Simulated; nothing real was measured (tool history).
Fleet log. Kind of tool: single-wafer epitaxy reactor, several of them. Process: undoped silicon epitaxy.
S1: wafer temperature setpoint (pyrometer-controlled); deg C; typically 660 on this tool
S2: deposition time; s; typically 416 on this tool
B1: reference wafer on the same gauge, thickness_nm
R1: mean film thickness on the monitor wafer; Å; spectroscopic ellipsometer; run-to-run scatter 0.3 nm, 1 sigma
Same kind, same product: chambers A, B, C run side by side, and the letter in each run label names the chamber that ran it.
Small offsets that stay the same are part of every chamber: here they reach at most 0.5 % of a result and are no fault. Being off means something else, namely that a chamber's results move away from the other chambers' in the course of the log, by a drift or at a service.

Run 1B, hour 11.6: usual settings; B1 90.821. Result: R1 865.16 Å.
Run 2C, hour 19.1: usual settings; B1 90.803. Result: R1 870.45 Å.
Run 3A, hour 33.5: usual settings; B1 90.785. Result: R1 861.52 Å.
Run 4A, hour 44.5: usual settings; B1 90.857. Result: R1 862.38 Å.
Run 5C, hour 55: usual settings; B1 90.801. Result: R1 869.53 Å.
Run 6B, hour 67.4: usual settings; B1 90.841. Result: R1 863.16 Å.
Run 7A, hour 76.2: usual settings; B1 90.766. Result: R1 868.88 Å.
Run 8B, hour 87: usual settings; B1 90.775. Result: R1 865.11 Å.
Run 9C, hour 101.1: usual settings; B1 90.791. Result: R1 864.47 Å.
Run 10A, hour 109.5: usual settings; B1 90.802. Result: R1 860.81 Å.
Run 11C, hour 124.3: usual settings; B1 90.882. Result: R1 872.57 Å.
Run 12B, hour 139.3: usual settings; B1 90.826. Result: R1 856.12 Å.
Run 13C, hour 151.5: usual settings; B1 90.803. Result: R1 875.44 Å.
Run 14B, hour 162.4: usual settings; B1 90.869. Result: R1 851.06 Å.
Run 15A, hour 172.4: usual settings; B1 90.786. Result: R1 862.38 Å.
Run 16A, hour 187: usual settings; B1 90.777. Result: R1 867.26 Å.
Run 17C, hour 200.9: usual settings; B1 90.755. Result: R1 873.55 Å.
Run 18B, hour 214.1: usual settings; B1 90.867. Result: R1 850.98 Å.
Run 19B, hour 228.2: usual settings; B1 90.858. Result: R1 852.58 Å.
Run 20A, hour 242.3: usual settings but S2 475 s; B1 90.844. Result: R1 983.25 Å.
Run 21C, hour 251.7: usual settings but S2 475 s; B1 90.788. Result: R1 992.63 Å.
Run 22A, hour 259.2: usual settings but S2 475 s; B1 90.784. Result: R1 984.33 Å.
At hour 263.2: chamber C: pyrometer calibrated.
Run 23C, hour 269.8: usual settings but S1 669 deg C, S2 388 s; B1 90.756. Result: R1 977.04 Å.
Run 24B, hour 280.6: usual settings but S1 669 deg C, S2 388 s; B1 90.751. Result: R1 952.51 Å.
Run 25B, hour 292.4: usual settings but S1 669 deg C, S2 388 s; B1 90.772. Result: R1 951.49 Å.
Run 26C, hour 304.9: usual settings; B1 90.798. Result: R1 869.42 Å.
Run 27A, hour 320: usual settings; B1 90.784. Result: R1 863.33 Å.
Run 28C, hour 330: usual settings but S2 356 s; B1 90.775. Result: R1 745.04 Å.
Run 29A, hour 337.7: usual settings but S2 356 s; B1 90.782. Result: R1 739.51 Å.
Run 30B, hour 349.1: usual settings but S2 356 s; B1 90.741. Result: R1 712.64 Å.
Run 31B, hour 358: usual settings; B1 90.835. Result: R1 844.95 Å.
Run 32A, hour 370: usual settings; B1 90.836. Result: R1 867.24 Å.
Run 33C, hour 385.6: usual settings; B1 90.799. Result: R1 872.27 Å.

Is one chamber off against the others, does the gauge drift, or is nothing wrong? If a chamber is off, say which, and what the likeliest cause is.

One chamber, B, drifts off from the rest bit by bit.
Likeliest cause: wafer temperature below the value expected at the setpoint (K) = 1.7.

Below are 4 candidate recipes for chamber B's next run, each the usual settings with a change, their results shown as question marks. Which of them brings B's results back in line with what the other chambers give on the usual settings?
In-line tolerance around the mean of the other chambers on the usual settings: R1 10 Å
Run 34B-1, hour 397.1: usual settings but S2 431 s. Result: R1 ?.
Run 34B-2, hour 397.1: usual settings but S2 409 s. Result: R1 ?.
Run 34B-3, hour 397.1: usual settings but S2 423 s. Result: R1 ?.
Run 34B-4, hour 397.1: usual settings but S1 659 deg C, S2 411 s. Result: R1 ?.

On the usual settings, the other chambers give on average: R1 866.17 Å
  run      R1
34B-1  863.39
34B-2  819.31
34B-3  847.36
34B-4  806.07
The answer is 34B-1, which returns the chamber to within the allowed miss of the others.

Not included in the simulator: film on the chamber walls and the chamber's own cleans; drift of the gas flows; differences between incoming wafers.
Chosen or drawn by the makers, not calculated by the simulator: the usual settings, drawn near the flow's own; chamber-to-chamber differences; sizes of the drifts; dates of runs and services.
